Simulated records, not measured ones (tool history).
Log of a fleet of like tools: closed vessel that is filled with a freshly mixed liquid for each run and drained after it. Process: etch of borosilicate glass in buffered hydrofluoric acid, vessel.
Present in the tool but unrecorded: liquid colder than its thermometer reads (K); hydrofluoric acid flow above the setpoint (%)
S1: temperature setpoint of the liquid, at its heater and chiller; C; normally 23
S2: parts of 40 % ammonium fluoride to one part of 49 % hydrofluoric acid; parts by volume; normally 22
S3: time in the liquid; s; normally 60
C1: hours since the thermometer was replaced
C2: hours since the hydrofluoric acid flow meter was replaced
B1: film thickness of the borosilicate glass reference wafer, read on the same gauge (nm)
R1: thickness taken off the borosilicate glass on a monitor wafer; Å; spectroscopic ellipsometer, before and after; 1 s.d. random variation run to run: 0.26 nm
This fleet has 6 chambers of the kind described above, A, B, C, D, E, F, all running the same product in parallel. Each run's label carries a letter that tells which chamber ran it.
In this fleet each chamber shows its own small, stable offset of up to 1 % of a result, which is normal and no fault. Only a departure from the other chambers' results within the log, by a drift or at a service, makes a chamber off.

| run | day | S1 | S2 | S3 | C1 | C2 | B1 | R1 |
|---|---|---|---|---|---|---|---|---|
| 1C | 0.179 | 23 | 22 | 60 | 198.3 | 52.2 | 120 | 330.66 |
| 2A | 0.333 | 23 | 22 | 60 | 746.8 | 502 | 120 | 333.08 |
| 3F | 0.471 | 23 | 22 | 60 | 762.7 | 1332.1 | 119.97 | 338.42 |
| 4E | 0.646 | 23 | 22 | 60 | 604.1 | 448.5 | 120.01 | 336.65 |
| 5D | 0.796 | 23 | 22 | 60 | 243 | 990.3 | 120.01 | 336.16 |
| 6B | 0.921 | 19 | 22 | 60 | 163.6 | 399.4 | 119.99 | 271.63 |
| 7D | 1.112 | 19 | 22 | 60 | 250.6 | 997.9 | 120.04 | 272.67 |
| 8C | 1.267 | 19 | 22 | 60 | 224.4 | 78.3 | 120.03 | 269.36 |
| 9E | 1.412 | 19 | 22 | 60 | 622.5 | 466.9 | 120.03 | 269.43 |
| 10F | 1.542 | 19 | 22 | 60 | 788.4 | 1357.8 | 120 | 274.17 |
| 11A | 1.683 | 19 | 22 | 60 | 779.2 | 534.4 | 120.03 | 264.05 |
| 12B | 1.888 | 26.5 | 25 | 60 | 186.8 | 422.6 | 120 | 371.16 |
| 13F | 2.1 | 26.5 | 25 | 60 | 801.8 | 1371.2 | 120.03 | 378.99 |
| 14A | 2.196 | 26.5 | 25 | 60 | 791.5 | 546.7 | 119.99 | 361.53 |
| 15C | 2.4 | 26.5 | 25 | 60 | 251.6 | 105.5 | 120.01 | 360.49 |
| 16E | 2.512 | 26.5 | 25 | 60 | 648.9 | 493.3 | 120 | 365.07 |
| 17D | 2.7 | 26.5 | 25 | 60 | 288.7 | 1036 | 119.98 | 373.18 |
| 18B | 2.842 | 23 | 22 | 30 | 209.7 | 445.5 | 119.98 | 166.88 |
| 19B | 3 | 23 | 22 | 30 | 213.5 | 449.3 | 120.01 | 167.73 |
| 20A | 3.2 | 23 | 22 | 30 | 815.6 | 570.8 | 119.99 | 162.4 |
| 21E | 3.321 | 23 | 22 | 30 | 668.3 | 512.7 | 120.03 | 167.14 |
| 22C | 3.488 | 23 | 22 | 30 | 277.7 | 131.6 | 119.98 | 167.69 |
| 23D | 3.7 | 23 | 22 | 30 | 312.7 | 1060 | 120 | 167.97 |
| 24F | 3.842 | 23 | 22 | 60 | 843.6 | 1413 | 120.01 | 335.48 |
| 25F | 4.025 | 23 | 22 | 60 | 848 | 1417.4 | 120 | 331.65 |
| 26C | 4.167 | 23 | 22 | 60 | 294 | 147.9 | 120.04 | 331.88 |
| 27B | 4.333 | 23 | 22 | 60 | 245.5 | 481.3 | 120.01 | 333.71 |
| 28D | 4.546 | 23 | 22 | 60 | 333 | 1080.3 | 120 | 331.29 |
| 29A | 4.729 | 23 | 22 | 60 | 852.3 | 607.5 | 119.99 | 318.05 |
| 30E | 4.862 | 23 | 22 | 60 | 705.3 | 549.7 | 120.01 | 332.62 |
| 31A | 5.021 | 23 | 22 | 60 | 859.3 | 614.5 | 119.97 | 318.31 |
| 32E | 5.158 | 23 | 16.5 | 80 | 712.4 | 556.8 | 120.01 | 577.82 |
| 33D | 5.296 | 23 | 16.5 | 80 | 351 | 1098.3 | 119.98 | 577.05 |
| 34C | 5.433 | 23 | 16.5 | 80 | 324.4 | 178.3 | 120.02 | 574.35 |
| 35B | 5.646 | 23 | 16.5 | 80 | 277 | 512.8 | 120.03 | 578.97 |
| 36F | 5.792 | 23 | 16.5 | 80 | 890.4 | 1459.8 | 119.98 | 577.84 |
| 37D | 5.896 | 23 | 16.5 | 80 | 365.4 | 1112.7 | 119.96 | 579.27 |
| 38E | 6.104 | 18.5 | 22 | 60 | 735.1 | 579.5 | 119.98 | 261.69 |
| 39B | 6.267 | 18.5 | 22 | 60 | 291.9 | 527.7 | 119.99 | 259.88 |
| 40C | 6.479 | 18.5 | 22 | 60 | 349.5 | 203.4 | 120.01 | 260.72 |
| 41A | 6.688 | 18.5 | 22 | 60 | 899.3 | 654.5 | 120.01 | 246.23 |
| 42F | 6.8 | 18.5 | 22 | 60 | 914.6 | 1484 | 120 | 265.48 |
| 43E | 6.954 | 18.5 | 22 | 60 | 755.5 | 599.9 | 120.03 | 261.4 |
| 44F | 7.067 | 23 | 22 | 60 | 921 | 1490.4 | 120.01 | 337.19 |

The same settings go to every chamber for the next run, one line per chamber below. Forecast the results for each:
| 45A | 7.221 | 23 | 22 | 60 |  |  |  | ? |
| 45B | 7.221 | 23 | 22 | 60 |  |  |  | ? |
| 45C | 7.221 | 23 | 22 | 60 |  |  |  | ? |
| 45D | 7.221 | 23 | 22 | 60 |  |  |  | ? |
| 45E | 7.221 | 23 | 22 | 60 |  |  |  | ? |
| 45F | 7.221 | 23 | 22 | 60 |  |  |  | ? |

| run | R1 |
|---|---|
| 45A | 309.92 |
| 45B | 334.61 |
| 45C | 334.85 |
| 45D | 335.48 |
| 45E | 333.2 |
| 45F | 337.55 |
